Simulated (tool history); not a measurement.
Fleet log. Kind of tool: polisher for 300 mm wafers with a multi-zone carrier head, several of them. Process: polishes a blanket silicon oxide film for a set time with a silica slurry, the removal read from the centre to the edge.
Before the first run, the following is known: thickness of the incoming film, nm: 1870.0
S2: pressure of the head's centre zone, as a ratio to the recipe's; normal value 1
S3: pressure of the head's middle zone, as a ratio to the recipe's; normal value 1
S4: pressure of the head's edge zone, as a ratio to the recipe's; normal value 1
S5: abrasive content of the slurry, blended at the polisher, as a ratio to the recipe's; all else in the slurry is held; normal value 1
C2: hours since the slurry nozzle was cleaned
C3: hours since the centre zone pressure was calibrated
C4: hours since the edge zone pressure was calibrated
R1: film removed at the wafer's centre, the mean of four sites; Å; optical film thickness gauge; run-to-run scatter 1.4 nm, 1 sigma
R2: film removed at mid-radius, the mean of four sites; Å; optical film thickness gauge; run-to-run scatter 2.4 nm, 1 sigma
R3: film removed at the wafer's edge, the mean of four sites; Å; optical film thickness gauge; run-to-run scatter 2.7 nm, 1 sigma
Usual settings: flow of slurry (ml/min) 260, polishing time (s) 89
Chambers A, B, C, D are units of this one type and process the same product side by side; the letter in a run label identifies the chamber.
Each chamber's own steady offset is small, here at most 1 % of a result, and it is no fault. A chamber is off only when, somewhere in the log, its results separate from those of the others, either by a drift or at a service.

run 1B hour=6.8 | flow_of_slurry_(ml/min)=260 S2=1 S3=1 S4=1 S5=1 polishing_time_(s)=89 | wafers_polished_on_this_pad=557 C2=472 C3=974.7 C4=790.9 | R1=1964.2 R2=1927.6 R3=2002.7
-- hour=7.1 chamber A: worn pad replaced by a new one
-- hour=9.4 chamber A: slurry nozzle cleaned
run 2A hour=16 | flow_of_slurry_(ml/min)=260 S2=1 S3=1 S4=1 S5=1 polishing_time_(s)=89 | wafers_polished_on_this_pad=79 C2=6.7 C3=1180 C4=449.7 | R1=1958.1 R2=1938.5 R3=1984
run 3D hour=20.4 | flow_of_slurry_(ml/min)=260 S2=1 S3=1 S4=1 S5=1 polishing_time_(s)=89 | wafers_polished_on_this_pad=293 C2=76.8 C3=695.3 C4=264.2 | R1=1953.7 R2=1946.6 R3=2015.6
run 4C hour=25.6 | flow_of_slurry_(ml/min)=260 S2=1 S3=1 S4=1 S5=1 polishing_time_(s)=89 | wafers_polished_on_this_pad=645 C2=208.4 C3=335.5 C4=432.4 | R1=1955.4 R2=1961.5 R3=1950.7
run 5D hour=34.2 | flow_of_slurry_(ml/min)=260 S2=1 S3=1 S4=1 S5=1 polishing_time_(s)=89 | wafers_polished_on_this_pad=416 C2=90.6 C3=709.1 C4=278 | R1=1976.9 R2=1953.1 R3=1968.4
run 6C hour=43.6 | flow_of_slurry_(ml/min)=260 S2=1 S3=1 S4=1 S5=1 polishing_time_(s)=89 | wafers_polished_on_this_pad=805 C2=226.4 C3=353.5 C4=450.4 | R1=1971.3 R2=1942.2 R3=1957.6
run 7B hour=49 | flow_of_slurry_(ml/min)=260 S2=1 S3=1 S4=1 S5=1 polishing_time_(s)=89 | wafers_polished_on_this_pad=933 C2=514.2 C3=1016.9 C4=833.1 | R1=1933.5 R2=1954.3 R3=1959.5
-- hour=52.1 chamber D: worn pad replaced by a new one
run 8A hour=57 | flow_of_slurry_(ml/min)=260 S2=1 S3=1 S4=1 S5=1 polishing_time_(s)=89 | wafers_polished_on_this_pad=444 C2=47.7 C3=1221 C4=490.7 | R1=1943.4 R2=1989.2 R3=2007.2
run 9D hour=66.9 | flow_of_slurry_(ml/min)=190 S2=1 S3=1 S4=1 S5=1 polishing_time_(s)=60 | wafers_polished_on_this_pad=131 C2=123.3 C3=741.8 C4=310.7 | R1=1271.7 R2=1270.3 R3=1273.7
run 10B hour=74.5 | flow_of_slurry_(ml/min)=190 S2=1 S3=1 S4=1 S5=1 polishing_time_(s)=60 | wafers_polished_on_this_pad=1160 C2=539.7 C3=1042.4 C4=858.6 | R1=1261.8 R2=1254.1 R3=1246.7
-- hour=77 chamber C: worn pad replaced by a new one
run 11A hour=82.1 | flow_of_slurry_(ml/min)=190 S2=1 S3=1 S4=1 S5=1 polishing_time_(s)=60 | wafers_polished_on_this_pad=668 C2=72.8 C3=1246.1 C4=515.8 | R1=1262.6 R2=1270.2 R3=1303.8
run 12C hour=87.2 | flow_of_slurry_(ml/min)=190 S2=1 S3=1 S4=1 S5=1 polishing_time_(s)=60 | wafers_polished_on_this_pad=91 C2=270 C3=397.1 C4=494 | R1=1272.2 R2=1300.7 R3=1310.2
run 13C hour=94.3 | flow_of_slurry_(ml/min)=260 S2=1 S3=1 S4=1 S5=1 polishing_time_(s)=89 | wafers_polished_on_this_pad=154 C2=277.1 C3=404.2 C4=501.1 | R1=1949.9 R2=1972.1 R3=2009
-- hour=100 chamber B: worn pad replaced by a new one
run 14B hour=104.2 | flow_of_slurry_(ml/min)=260 S2=1 S3=1 S4=1 S5=1 polishing_time_(s)=89 | wafers_polished_on_this_pad=37 C2=569.4 C3=1072.1 C4=888.3 | R1=1985.3 R2=1889.5 R3=1951.9
-- hour=105.5 chamber A: worn pad replaced by a new one
run 15D hour=113.7 | flow_of_slurry_(ml/min)=260 S2=1 S3=1 S4=1 S5=1 polishing_time_(s)=89 | wafers_polished_on_this_pad=548 C2=170.1 C3=788.6 C4=357.5 | R1=1943.8 R2=1961.7 R3=1982.7
-- hour=119.5 chamber B: slurry nozzle cleaned
-- hour=119.7 chamber D: worn pad replaced by a new one
-- hour=119.9 chamber A: centre zone pressure recalibrated
run 16A hour=122.1 | flow_of_slurry_(ml/min)=260 S2=1 S3=1 S4=1 S5=1 polishing_time_(s)=89 | wafers_polished_on_this_pad=148 C2=112.8 C3=2.3 C4=555.8 | R1=1954.6 R2=1955.4 R3=1937.1
-- hour=129.6 chamber C: slurry nozzle cleaned
-- hour=129.9 chamber B: centre zone pressure recalibrated
run 17C hour=130.7 | flow_of_slurry_(ml/min)=260 S2=1 S3=1 S4=1 S5=1 polishing_time_(s)=89 | wafers_polished_on_this_pad=478 C2=1.2 C3=440.6 C4=537.5 | R1=1935.5 R2=1961.6 R3=1998.1
run 18D hour=137.7 | flow_of_slurry_(ml/min)=260 S2=1 S3=1 S4=1 S5=1 polishing_time_(s)=89 | wafers_polished_on_this_pad=160 C2=194.1 C3=812.6 C4=381.5 | R1=1978.5 R2=1939.4 R3=1966.3
run 19B hour=146.2 | flow_of_slurry_(ml/min)=260 S2=1 S3=1 S4=1 S5=1 polishing_time_(s)=89 | wafers_polished_on_this_pad=411 C2=26.7 C3=16.3 C4=930.3 | R1=1950.8 R2=1974.7 R3=2019.8
run 20A hour=153.4 | flow_of_slurry_(ml/min)=260 S2=1 S3=1 S4=1 S5=1 polishing_time_(s)=89 | wafers_polished_on_this_pad=426 C2=144.1 C3=33.6 C4=587.1 | R1=1950.9 R2=1969.8 R3=2009.2
run 21A hour=159 | flow_of_slurry_(ml/min)=260 S2=1 S3=1 S4=1 S5=1 polishing_time_(s)=89 | wafers_polished_on_this_pad=476 C2=149.7 C3=39.2 C4=592.7 | R1=1970.4 R2=1944.7 R3=2047
run 22C hour=165.3 | flow_of_slurry_(ml/min)=260 S2=1 S3=1 S4=1.1 S5=1 polishing_time_(s)=89 | wafers_polished_on_this_pad=786 C2=35.8 C3=475.2 C4=572.1 | R1=1945.7 R2=1959.3 R3=2070.4
run 23B hour=172.7 | flow_of_slurry_(ml/min)=260 S2=1 S3=1 S4=1.1 S5=1 polishing_time_(s)=89 | wafers_polished_on_this_pad=647 C2=53.2 C3=42.8 C4=956.8 | R1=1954.5 R2=1943.5 R3=2053.8
-- hour=180 chamber D: worn pad replaced by a new one
run 24D hour=181.9 | flow_of_slurry_(ml/min)=260 S2=1 S3=1 S4=1.1 S5=1 polishing_time_(s)=89 | wafers_polished_on_this_pad=16 C2=238.3 C3=856.8 C4=425.7 | R1=1975.9 R2=1948.2 R3=2035.8
run 25A hour=188 | flow_of_slurry_(ml/min)=260 S2=1 S3=1 S4=1.1 S5=1 polishing_time_(s)=89 | wafers_polished_on_this_pad=734 C2=178.7 C3=68.2 C4=621.7 | R1=1970.6 R2=1962.6 R3=2105.4
run 26C hour=196.8 | flow_of_slurry_(ml/min)=260 S2=1 S3=1 S4=1 S5=1 polishing_time_(s)=89 | wafers_polished_on_this_pad=1066 C2=67.3 C3=506.7 C4=603.6 | R1=1928.1 R2=1956 R3=1998.1
run 27D hour=205.1 | flow_of_slurry_(ml/min)=260 S2=1 S3=1 S4=1 S5=0.85 polishing_time_(s)=89 | wafers_polished_on_this_pad=223 C2=261.5 C3=880 C4=448.9 | R1=1827.7 R2=1808.5 R3=1818.1
-- hour=208 chamber A: worn pad replaced by a new one
-- hour=208.5 chamber C: worn pad replaced by a new one
run 28B hour=210.3 | flow_of_slurry_(ml/min)=260 S2=1 S3=1 S4=1 S5=0.85 polishing_time_(s)=89 | wafers_polished_on_this_pad=981 C2=90.8 C3=80.4 C4=994.4 | R1=1826.4 R2=1796.5 R3=1832.8
-- hour=212.6 chamber C: centre zone pressure recalibrated
run 29D hour=217.7 | flow_of_slurry_(ml/min)=260 S2=1 S3=1 S4=1 S5=0.85 polishing_time_(s)=89 | wafers_polished_on_this_pad=335 C2=274.1 C3=892.6 C4=461.5 | R1=1858.4 R2=1763.8 R3=1824.9
-- hour=223.5 chamber D: slurry nozzle cleaned
run 30B hour=227.4 | flow_of_slurry_(ml/min)=260 S2=1 S3=1 S4=1 S5=0.85 polishing_time_(s)=89 | wafers_polished_on_this_pad=1134 C2=107.9 C3=97.5 C4=1011.5 | R1=1802 R2=1804.5 R3=1815.5
run 31A hour=235.4 | flow_of_slurry_(ml/min)=260 S2=1 S3=1 S4=1 S5=1 polishing_time_(s)=89 | wafers_polished_on_this_pad=244 C2=226.1 C3=115.6 C4=669.1 | R1=1941.7 R2=1937.1 R3=1926
run 32C hour=239.9 | flow_of_slurry_(ml/min)=260 S2=1 S3=1 S4=1 S5=1 polishing_time_(s)=89 | wafers_polished_on_this_pad=279 C2=110.4 C3=27.4 C4=646.7 | R1=1968 R2=1963.5 R3=1948.7
run 33A hour=246.4 | flow_of_slurry_(ml/min)=260 S2=1 S3=1 S4=1 S5=1 polishing_time_(s)=89 | wafers_polished_on_this_pad=342 C2=237.1 C3=126.6 C4=680.1 | R1=1948.6 R2=1989.8 R3=1999.6
-- hour=247.4 chamber D: worn pad replaced by a new one
run 34D hour=255 | flow_of_slurry_(ml/min)=260 S2=1 S3=1 S4=1 S5=0.8 polishing_time_(s)=112 | wafers_polished_on_this_pad=68 C2=31.6 C3=929.9 C4=498.8 | R1=2210.9 R2=2207.2 R3=2212.8
run 35B hour=260 | flow_of_slurry_(ml/min)=260 S2=1 S3=1 S4=1 S5=0.8 polishing_time_(s)=112 | wafers_polished_on_this_pad=1424 C2=140.5 C3=130.1 C4=1044.1 | R1=2219.9 R2=2184.4 R3=2232
run 36C hour=264.4 | flow_of_slurry_(ml/min)=260 S2=1 S3=1 S4=1 S5=0.8 polishing_time_(s)=112 | wafers_polished_on_this_pad=497 C2=134.9 C3=51.9 C4=671.2 | R1=2213.1 R2=2228.8 R3=2191.9

Read the log: is a single chamber off, either drifting away or since a service, is the gauge that measures every chamber drifting, or is nothing wrong beyond small per-chamber offsets? Name any odd chamber and what most likely caused it.

Beyond each chamber's small constant offset nothing stands out, and the gauge stays steady.
